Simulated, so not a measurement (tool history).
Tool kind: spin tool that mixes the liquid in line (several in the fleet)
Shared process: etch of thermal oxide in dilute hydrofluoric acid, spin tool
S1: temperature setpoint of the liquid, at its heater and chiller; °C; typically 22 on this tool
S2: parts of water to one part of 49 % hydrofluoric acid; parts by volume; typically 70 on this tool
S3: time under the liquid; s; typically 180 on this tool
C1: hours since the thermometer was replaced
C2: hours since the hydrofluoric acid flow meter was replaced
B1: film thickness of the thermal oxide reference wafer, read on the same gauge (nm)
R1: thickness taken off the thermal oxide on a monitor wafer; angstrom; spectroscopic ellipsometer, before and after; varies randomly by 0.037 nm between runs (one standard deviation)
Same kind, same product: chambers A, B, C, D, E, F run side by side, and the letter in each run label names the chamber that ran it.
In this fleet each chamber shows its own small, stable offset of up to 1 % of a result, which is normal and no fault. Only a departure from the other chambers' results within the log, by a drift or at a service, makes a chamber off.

run 1A hour=6.9 | S1=22 S2=70 S3=180 | C1=238.3 C2=111.7 | B1=99.988 | R1=118.08
run 2E hour=13.4 | S1=22 S2=70 S3=180 | C1=329.5 C2=411.2 | B1=100.01 | R1=118.19
run 3D hour=18 | S1=22 S2=70 S3=180 | C1=2079.1 C2=206.3 | B1=100.01 | R1=117.01
run 4F hour=24.7 | S1=22 S2=70 S3=180 | C1=982.6 C2=42.9 | B1=99.975 | R1=116.61
run 5C hour=30.2 | S1=26 S2=70 S3=275 | C1=895.2 C2=86 | B1=100.04 | R1=211.28
run 6B hour=34.9 | S1=26 S2=70 S3=275 | C1=362.6 C2=1715.7 | B1=99.984 | R1=209.17
run 7A hour=41.8 | S1=26 S2=70 S3=275 | C1=273.2 C2=146.6 | B1=100.02 | R1=211.98
run 8B hour=49.1 | S1=26 S2=70 S3=275 | C1=376.8 C2=1729.9 | B1=100.02 | R1=209.05
run 9F hour=56.6 | S1=26 S2=70 S3=275 | C1=1014.5 C2=74.8 | B1=99.987 | R1=208.18
run 10D hour=61.1 | S1=26 S2=70 S3=275 | C1=2122.2 C2=249.4 | B1=100 | R1=212.39
run 11E hour=66.8 | S1=22 S2=55 S3=180 | C1=382.9 C2=464.6 | B1=100.02 | R1=152.61
run 12C hour=74 | S1=22 S2=55 S3=180 | C1=939 C2=129.8 | B1=99.965 | R1=152.05
run 13A hour=78.9 | S1=22 S2=55 S3=180 | C1=310.3 C2=183.7 | B1=100.05 | R1=153.41
run 14C hour=83.5 | S1=22 S2=55 S3=180 | C1=948.5 C2=139.3 | B1=99.984 | R1=153.16
run 15B hour=89.9 | S1=22 S2=55 S3=180 | C1=417.6 C2=1770.7 | B1=100.01 | R1=151.16
run 16E hour=94.1 | S1=22 S2=55 S3=180 | C1=410.2 C2=491.9 | B1=99.978 | R1=151.71
run 17D hour=99.7 | S1=22 S2=95 S3=285 | C1=2160.8 C2=288 | B1=100.01 | R1=132.8
run 18F hour=104.4 | S1=22 S2=95 S3=285 | C1=1062.3 C2=122.6 | B1=100.03 | R1=131.79
run 19B hour=108.2 | S1=22 S2=95 S3=285 | C1=435.9 C2=1789 | B1=99.993 | R1=131.7
run 20F hour=111.8 | S1=22 S2=95 S3=285 | C1=1069.7 C2=130 | B1=99.976 | R1=132.29
run 21C hour=115.8 | S1=22 S2=95 S3=285 | C1=980.8 C2=171.6 | B1=99.984 | R1=132
run 22D hour=121.6 | S1=22 S2=95 S3=285 | C1=2182.7 C2=309.9 | B1=99.974 | R1=132.6
run 23A hour=125.4 | S1=25 S2=40 S3=180 | C1=356.8 C2=230.2 | B1=100.02 | R1=246.81
run 24E hour=131 | S1=25 S2=40 S3=180 | C1=447.1 C2=528.8 | B1=100.02 | R1=236.1
run 25B hour=137.6 | S1=25 S2=40 S3=180 | C1=465.3 C2=1818.4 | B1=99.993 | R1=242.52
run 26F hour=141.5 | S1=25 S2=40 S3=180 | C1=1099.4 C2=159.7 | B1=99.975 | R1=238.91
run 27A hour=146.9 | S1=25 S2=40 S3=180 | C1=378.3 C2=251.7 | B1=100.05 | R1=245.31
run 28C hour=153.5 | S1=25 S2=40 S3=180 | C1=1018.5 C2=209.3 | B1=99.977 | R1=245.18
run 29E hour=157.9 | S1=22 S2=70 S3=180 | C1=474 C2=555.7 | B1=100.01 | R1=115.36
run 30D hour=165.6 | S1=22 S2=70 S3=180 | C1=2226.7 C2=353.9 | B1=100.02 | R1=117.87
run 31F hour=169.3 | S1=22 S2=85 S3=235 | C1=1127.2 C2=187.5 | B1=99.994 | R1=122.83
run 32B hour=173 | S1=22 S2=85 S3=235 | C1=500.7 C2=1853.8 | B1=100.01 | R1=121.6
run 33E hour=181.1 | S1=22 S2=85 S3=235 | C1=497.2 C2=578.9 | B1=100 | R1=120.82
run 34A hour=186.7 | S1=22 S2=85 S3=235 | C1=418.1 C2=291.5 | B1=100.02 | R1=124.56
run 35C hour=193.9 | S1=22 S2=85 S3=235 | C1=1058.9 C2=249.7 | B1=100.01 | R1=123.53
run 36D hour=200.8 | S1=22 S2=85 S3=235 | C1=2261.9 C2=389.1 | B1=100.01 | R1=124.33
run 37D hour=205.8 | S1=22 S2=70 S3=180 | C1=2266.9 C2=394.1 | B1=99.976 | R1=117.63

What goes on in this fleet: one chamber off, a drifting gauge, or nothing beyond the chambers' own small offsets? Name the chamber and the cause, if any.

Chamber E drifts away from the others.
Likeliest cause: liquid colder than its thermometer reads (K) = 1.09.
The log may not tell that from: hydrofluoric acid flow below the setpoint (%).

Which of the 4 candidates below, each the usual settings with something changed and its results left as question marks, puts chamber E back in line with what the other chambers give on the usual settings?
In line means no further than this from the other chambers' mean on the usual settings: R1 1.3 angstrom
run 38E-1 hour=211.6 | S1=22.5 S2=70 S3=180 | R1=?
run 38E-2 hour=211.6 | S1=21 S2=70 S3=180 | R1=?
run 38E-3 hour=211.6 | S1=23 S2=70 S3=180 | R1=?
run 38E-4 hour=211.6 | S1=21.5 S2=70 S3=180 | R1=?

What the other chambers average on the usual settings: R1 117.15 angstrom
run=38E-1 R1=115.3
run=38E-2 R1=108.36
run=38E-3 R1=117.7
run=38E-4 R1=110.6
Change 38E-3 lands the chamber within the allowed miss of the other chambers.
